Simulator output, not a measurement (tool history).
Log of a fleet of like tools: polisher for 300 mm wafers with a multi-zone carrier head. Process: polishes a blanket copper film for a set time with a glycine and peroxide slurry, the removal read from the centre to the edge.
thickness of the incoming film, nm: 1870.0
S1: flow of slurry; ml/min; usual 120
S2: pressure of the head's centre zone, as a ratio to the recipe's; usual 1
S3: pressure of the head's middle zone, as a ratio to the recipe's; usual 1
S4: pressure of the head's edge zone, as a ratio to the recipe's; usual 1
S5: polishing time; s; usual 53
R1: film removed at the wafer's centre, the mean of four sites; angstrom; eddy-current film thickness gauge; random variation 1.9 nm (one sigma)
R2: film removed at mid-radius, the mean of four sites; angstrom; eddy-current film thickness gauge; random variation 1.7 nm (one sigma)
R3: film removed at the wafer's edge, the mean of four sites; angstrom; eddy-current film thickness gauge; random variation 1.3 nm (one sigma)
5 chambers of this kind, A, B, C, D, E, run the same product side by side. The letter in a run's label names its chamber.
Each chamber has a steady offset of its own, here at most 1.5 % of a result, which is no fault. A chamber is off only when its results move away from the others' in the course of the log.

run     day   S1  S2    S3  S4  S5      R1      R2      R3
 1B   0.429  120   1     1   1  53  2029.4  1999.3  2019.3
        0.6  -- chamber D: worn pad replaced by a new one
 2E   0.733  120   1     1   1  53  2015.8  2022.2  1987.6
 3D   1.142  120   1     1   1  53  2003.5  1970.3  1977.8
      1.562  -- chamber B: edge zone pressure recalibrated
 4A   1.575  120   1     1   1  53  2011.6  2037.1  2031.3
      1.629  -- chamber C: worn pad replaced by a new one
      1.667  -- chamber A: worn pad replaced by a new one
 5C   2.017  120   1     1   1  53  2038.6  2017.7  2003.6
 6B   2.438  120   1     1   1  53  1997.5  2018.8  2008.7
 7A   2.633  120   1     1   1  53    2024  2003.2  2035.6
      2.721  -- chamber D: worn pad replaced by a new one
 8E   2.929  120   1     1   1  53  2044.7  2038.7  1994.1
      2.983  -- chamber B: worn pad replaced by a new one
      3.058  -- chamber E: centre zone pressure recalibrated
      3.062  -- chamber E: worn pad replaced by a new one
 9C   3.162  120   1     1   1  53  2014.6    2015  2010.7
      3.567  -- chamber A: slurry nozzle cleaned
10D   3.588  100   1     1   1  53  1926.7  1870.5  1919.9
      3.725  -- chamber E: slurry nozzle cleaned
11D    3.95  100   1     1   1  53  1923.8  1870.4  1929.4
      4.012  -- chamber C: worn pad replaced by a new one
12A   4.192  100   1     1   1  53  1891.7    1911  1983.1
13E   4.396  100   1     1   1  53  1916.6  1936.5  1947.2
      4.738  -- chamber D: worn pad replaced by a new one
14C   4.804  100   1     1   1  53  1932.6  1935.1  1933.3
15B   5.138  120   1     1   1  53  2016.4  1988.4    2006
16A   5.512  120   1     1   1  53  2025.1  1994.3  2051.6
17C   5.812  120   1     1   1  53  2007.4  2011.4  2003.2
18B   6.158  120   1     1   1  53  2031.7  1983.5    2010
      6.188  -- chamber E: worn pad replaced by a new one
      6.333  -- chamber A: worn pad replaced by a new one
19E   6.533  120   1     1   1  53  2009.5  2014.4  2000.5
20D   6.825  120   1     1   1  53  2138.8  1969.2  2009.2
      6.892  -- chamber B: worn pad replaced by a new one
       6.95  -- chamber D: slurry nozzle cleaned
      6.975  -- chamber C: worn pad replaced by a new one
21D   7.042  120   1     1   1  53  2123.2  1993.6  2016.2
       7.25  -- chamber D: worn pad replaced by a new one
22B    7.25  120   1     1   1  53  2014.9  1975.2  2043.4
23A   7.567  120   1     1   1  53  2007.9  2011.3  2038.6
24C   8.008  120   1     1   1  53  2057.5    2001  1994.4
25E   8.229  120   1     1   1  53  2004.7  2030.6  1991.3
26D   8.579  120   1     1   1  53  2170.5  1981.3    2011
27C   8.892  120   1     1   1  53  1995.3  1997.4  2003.5
      9.167  -- chamber E: worn pad replaced by a new one
        9.2  -- chamber C: worn pad replaced by a new one
28A   9.275  120   1     1   1  53    2033  2004.6    2059
29E   9.467  120   1  0.96   1  53  2026.1  1911.9  1999.9
30B   9.712  120   1  0.96   1  53  1996.8  1910.2  2022.8
      9.779  -- chamber D: worn pad replaced by a new one
31A   9.929  120   1  0.96   1  53  1997.6  1931.4  2029.8
32E  10.138  120   1  0.96   1  53  1996.1  1917.1  1994.3
33D   10.45  120   1  0.96   1  53  2196.2  1927.8  2014.8
34C  10.812  120   1     1   1  53  2019.5  1996.1  1998.1
     10.954  -- chamber B: worn pad replaced by a new one
35B  11.088  120   1     1   1  53  2019.7  1980.1  1997.5

All 5 chambers run these settings next. Forecast each chamber's results:
36A  11.404  120   1   1   1  53   ?   ?   ?
36B  11.404  120   1   1   1  53   ?   ?   ?
36C  11.404  120   1   1   1  53   ?   ?   ?
36D  11.404  120   1   1   1  53   ?   ?   ?
36E  11.404  120   1   1   1  53   ?   ?   ?

run      R1      R2      R3
36A  2009.7  2005.5  2031.2
36B  2017.8  1990.1    2022
36C  2025.6  1990.5  2001.6
36D  2203.1  1998.9  2002.2
36E  2042.1  2009.8  1968.9

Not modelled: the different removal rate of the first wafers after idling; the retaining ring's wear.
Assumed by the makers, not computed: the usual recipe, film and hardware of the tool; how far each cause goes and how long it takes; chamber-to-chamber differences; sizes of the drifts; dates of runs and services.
